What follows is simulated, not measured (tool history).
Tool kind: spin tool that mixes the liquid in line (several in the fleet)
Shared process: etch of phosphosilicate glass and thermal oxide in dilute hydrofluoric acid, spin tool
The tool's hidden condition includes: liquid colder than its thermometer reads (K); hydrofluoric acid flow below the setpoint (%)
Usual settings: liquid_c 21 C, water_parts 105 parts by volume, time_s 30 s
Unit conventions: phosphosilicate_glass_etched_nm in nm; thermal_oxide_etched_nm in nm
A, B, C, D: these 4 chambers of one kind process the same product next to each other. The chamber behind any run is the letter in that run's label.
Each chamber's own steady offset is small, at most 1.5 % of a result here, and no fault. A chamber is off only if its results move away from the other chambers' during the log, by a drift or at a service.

run,hour,liquid_c,water_parts,time_s,hours since the thermometer was replaced,hours since the hydrofluoric acid flow meter was replaced,"read-back film thickness of the phosphosilicate glass reference wafer, read on the same gauge (nm)","read-back film thickness of the thermal oxide reference wafer, read on the same gauge (nm)",phosphosilicate_glass_etched_nm,thermal_oxide_etched_nm
1A,5.2,21,105,30,1346.2,886.6,39.964,129.99,37.302,1.2223
2B,11,21,105,30,619.3,481.3,40.025,129.98,37.501,1.1981
3D,15.7,21,105,30,1755.5,372,39.971,130.01,37.319,1.1569
4C,20.6,21,105,30,873.5,1888,40.028,130,37.159,1.1861
5D,24.7,21,105,30,1764.5,381,40.032,129.97,37.3,1.209
6A,32.9,21,105,30,1373.9,914.3,39.99,130.02,37.293,1.178
7B,37.7,19,60,30,646,508,39.983,130.01,63.685,2.021
8C,44.2,19,60,30,897.1,1911.6,39.999,129.99,62.075,1.9925
9A,48.3,19,60,30,1389.3,929.7,39.962,130.05,63.777,2.0261
10B,52.8,19,60,30,661.1,523.1,40.018,130.01,63.69,2.0485
11D,57.2,21,155,30,1797,413.5,40.057,129.99,23.81,0.74409
12C,63.9,21,155,30,916.8,1931.3,39.979,130,23.772,0.74007
13B,69.8,21,155,30,678.1,540.1,40.019,130.03,23.898,0.73608
14C,75.6,21,155,30,928.5,1943,39.973,130,23.7,0.79201
15A,81.9,21,105,30,1422.9,963.3,40.01,130.01,37.198,1.1802
16D,85.9,18.5,105,30,1825.7,442.2,40.007,129.96,33.672,1.0584
17B,92.7,18.5,105,30,701,563,40.024,129.99,33.786,1.0329
18D,101.2,18.5,105,30,1841,457.5,39.986,129.98,33.814,1.055
19A,109.7,18.5,105,30,1450.7,991.1,40.008,129.97,33.475,1.1102
20C,115.8,21,105,15,968.7,1983.2,40.036,130.06,18.551,0.59964
21D,121.7,21,105,15,1861.5,478,39.997,130.02,18.67,0.60218
22C,126.7,21,105,15,979.6,1994.1,39.989,130.01,18.452,0.6038
23A,133.8,21,105,15,1474.8,1015.2,39.981,130.02,18.54,0.59676
24B,138.8,18,125,30,747.1,609.1,40.001,129.99,27.185,0.85069
25A,145.1,18,125,30,1486.1,1026.5,40.032,129.95,27.054,0.89641
26D,150,18,125,30,1889.8,506.3,39.995,130.02,27.095,0.83288
27B,155.2,18,125,30,763.5,625.5,39.977,129.96,27.228,0.88864
28C,161.2,21,105,30,1014.1,2028.6,39.996,129.96,36.818,1.1503
29D,167.6,21,105,30,1907.4,523.9,39.965,130.01,37.201,1.132
30C,175.4,21,105,40,1028.3,2042.8,40.009,130,49.306,1.556
31A,182.4,21,105,40,1523.4,1063.8,39.973,130.01,49.727,1.6394
32B,188.1,21,105,40,796.4,658.4,40.003,130.02,49.986,1.5519
33A,193.5,21,105,40,1534.5,1074.9,39.984,129.97,49.877,1.5208
34D,201.3,21,105,30,1941.1,557.6,39.996,130,37.625,1.1867
35B,209.6,21,140,45,817.9,679.9,39.998,130.01,40.682,1.2831
36C,216.8,21,140,45,1069.7,2084.2,39.984,130.03,39.949,1.2728
37A,224.4,21,140,45,1565.4,1105.8,39.998,130,40.199,1.2593
38B,229,21,140,45,837.3,699.3,39.984,129.98,40.38,1.2542
39C,237.1,21,105,30,1090,2104.5,40.007,129.99,36.906,1.2332
40D,243.1,21,105,30,1982.9,599.4,40.015,130.04,37.138,1.1618

The same settings go to every chamber for the next run, one line per chamber below. Forecast the results for each:
41A,249.3,21,80,30,,,,,?,?
41B,249.3,21,80,30,,,,,?,?
41C,249.3,21,80,30,,,,,?,?
41D,249.3,21,80,30,,,,,?,?

run,phosphosilicate_glass_etched_nm,thermal_oxide_etched_nm
41A,50.46,1.5942
41B,50.618,1.6174
41C,49.809,1.5391
41D,50.435,1.534
